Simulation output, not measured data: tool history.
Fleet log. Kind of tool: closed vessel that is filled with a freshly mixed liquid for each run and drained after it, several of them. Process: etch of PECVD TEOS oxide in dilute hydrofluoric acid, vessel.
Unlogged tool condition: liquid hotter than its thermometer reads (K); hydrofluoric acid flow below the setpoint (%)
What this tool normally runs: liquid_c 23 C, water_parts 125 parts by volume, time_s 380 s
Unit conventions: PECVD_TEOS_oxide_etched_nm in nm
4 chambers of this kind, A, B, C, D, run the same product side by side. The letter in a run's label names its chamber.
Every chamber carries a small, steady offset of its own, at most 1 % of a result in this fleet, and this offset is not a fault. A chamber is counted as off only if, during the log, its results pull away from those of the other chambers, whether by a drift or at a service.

| run | hour | liquid_c | water_parts | time_s | hours since the thermometer was replaced | hours since the hydrofluoric acid flow meter was replaced | read-back film thickness of the PECVD TEOS oxide reference wafer, read on the same gauge (nm) | PECVD_TEOS_oxide_etched_nm |
|---|---|---|---|---|---|---|---|---|
| 1D | 5.7 | 23 | 125 | 380 | 142.2 | 157.3 | 39.993 | 59.018 |
| 2C | 18.1 | 23 | 125 | 380 | 1337.4 | 876.2 | 40.025 | 58.971 |
| 3A | 30.7 | 23 | 125 | 380 | 918.0 | 438.7 | 40.019 | 59.267 |
| 4B | 43.8 | 23 | 125 | 380 | 254.5 | 222.9 | 40.046 | 59.302 |
| 5B | 52.5 | 23 | 125 | 380 | 263.2 | 231.6 | 39.955 | 59.213 |
|  | 52.9 | chamber A: thermometer replaced |
| 6A | 60.1 | 18 | 170 | 380 | 7.2 | 468.1 | 39.969 | 33.867 |
| 7C | 66.4 | 18 | 170 | 380 | 1385.7 | 924.5 | 39.962 | 33.953 |
| 8D | 78.9 | 18 | 170 | 380 | 215.4 | 230.5 | 39.965 | 34.143 |
| 9D | 90.1 | 18 | 170 | 380 | 226.6 | 241.7 | 40.022 | 34.015 |
| 10B | 102.8 | 23 | 125 | 380 | 313.5 | 281.9 | 39.958 | 59.568 |
| 11C | 115.4 | 23 | 125 | 380 | 1434.7 | 973.5 | 40.007 | 58.937 |
| 12A | 127.4 | 23 | 125 | 380 | 74.5 | 535.4 | 39.954 | 59.086 |
| 13B | 135.4 | 23 | 125 | 380 | 346.1 | 314.5 | 39.966 | 59.372 |
| 14D | 141.7 | 23 | 125 | 380 | 278.2 | 293.3 | 40.004 | 59.226 |
| 15A | 150.4 | 23 | 100 | 380 | 97.5 | 558.4 | 39.992 | 76.459 |
| 16C | 160.0 | 23 | 100 | 380 | 1479.3 | 1018.1 | 39.998 | 76.211 |
| 17C | 172.6 | 23 | 100 | 380 | 1491.9 | 1030.7 | 39.997 | 75.581 |
| 18B | 182.0 | 23 | 100 | 380 | 392.7 | 361.1 | 40.016 | 75.667 |
| 19A | 189.6 | 23 | 125 | 380 | 136.7 | 597.6 | 40.011 | 59.109 |
| 20D | 197.7 | 23 | 125 | 380 | 334.2 | 349.3 | 40.016 | 59.186 |
| 21B | 204.2 | 23 | 125 | 380 | 414.9 | 383.3 | 39.986 | 59.382 |
| 22D | 217.2 | 23 | 125 | 380 | 353.7 | 368.8 | 39.985 | 59.025 |
| 23A | 224.5 | 21 | 125 | 380 | 171.6 | 632.5 | 39.955 | 54.755 |
| 24C | 233.6 | 21 | 125 | 380 | 1552.9 | 1091.7 | 40.005 | 54.254 |
| 25D | 246.0 | 21 | 125 | 380 | 382.5 | 397.6 | 40.028 | 54.629 |
| 26C | 251.8 | 21 | 125 | 380 | 1571.1 | 1109.9 | 40.016 | 53.959 |
| 27A | 258.6 | 23 | 125 | 380 | 205.7 | 666.6 | 39.973 | 59.403 |
| 28B | 268.6 | 23 | 125 | 380 | 479.3 | 447.7 | 39.985 | 59.262 |
| 29C | 281.4 | 23 | 125 | 380 | 1600.7 | 1139.5 | 40.011 | 58.434 |
| 30A | 287.7 | 23 | 125 | 380 | 234.8 | 695.7 | 39.966 | 59.109 |
| 31B | 294.5 | 23 | 125 | 380 | 505.2 | 473.6 | 40.034 | 59.160 |
|  | 303.5 | chamber A: hydrofluoric acid flow meter replaced |
| 32D | 306.2 | 23 | 125 | 380 | 442.7 | 457.8 | 40.025 | 59.245 |
| 33B | 315.7 | 23 | 125 | 380 | 526.4 | 494.8 | 39.991 | 59.211 |
| 34D | 321.5 | 23 | 125 | 380 | 458.0 | 473.1 | 40.040 | 58.967 |
| 35A | 327.9 | 23 | 145 | 255 | 275.0 | 24.5 | 39.984 | 33.396 |
| 36C | 335.1 | 23 | 145 | 255 | 1654.4 | 1193.2 | 39.961 | 33.229 |
| 37C | 346.2 | 23 | 145 | 255 | 1665.5 | 1204.3 | 40.005 | 32.954 |
| 38D | 355.2 | 23 | 145 | 255 | 491.7 | 506.8 | 39.954 | 33.504 |
| 39A | 366.0 | 23 | 125 | 380 | 313.1 | 62.6 | 39.999 | 59.326 |

One chamber off, gauge drift, or nothing amiss beyond the chambers' own small offsets? If it is a chamber, which one, and what is the likeliest cause?

Little by little, chamber C moves away from the other chambers.
What lies behind it: hydrofluoric acid flow below the setpoint (%) = 1.55.
Not necessarily distinguishable in this log from: liquid colder than its thermometer reads (K).

Below are 4 candidate recipes for chamber C's next run, each the usual settings with a change, their results shown as question marks. Which of them brings C's results back in line with what the other chambers give on the usual settings?
Allowed miss from the other chambers' usual-settings mean, per result, to count as in line: PECVD_TEOS_oxide_etched_nm 0.650 nm
| 40C-1 | 375.5 | 24 | 125 | 380 |  |  |  | ? |
| 40C-2 | 375.5 | 23 | 125 | 385 |  |  |  | ? |
| 40C-3 | 375.5 | 23 | 125 | 375 |  |  |  | ? |
| 40C-4 | 375.5 | 23 | 125 | 365 |  |  |  | ? |

Mean of the other chambers on the usual settings: PECVD_TEOS_oxide_etched_nm 59.175 nm
| run | PECVD_TEOS_oxide_etched_nm |
|---|---|
| 40C-1 | 60.634 |
| 40C-2 | 59.034 |
| 40C-3 | 57.501 |
| 40C-4 | 55.967 |
40C-2 puts the chamber back in line with the other chambers.

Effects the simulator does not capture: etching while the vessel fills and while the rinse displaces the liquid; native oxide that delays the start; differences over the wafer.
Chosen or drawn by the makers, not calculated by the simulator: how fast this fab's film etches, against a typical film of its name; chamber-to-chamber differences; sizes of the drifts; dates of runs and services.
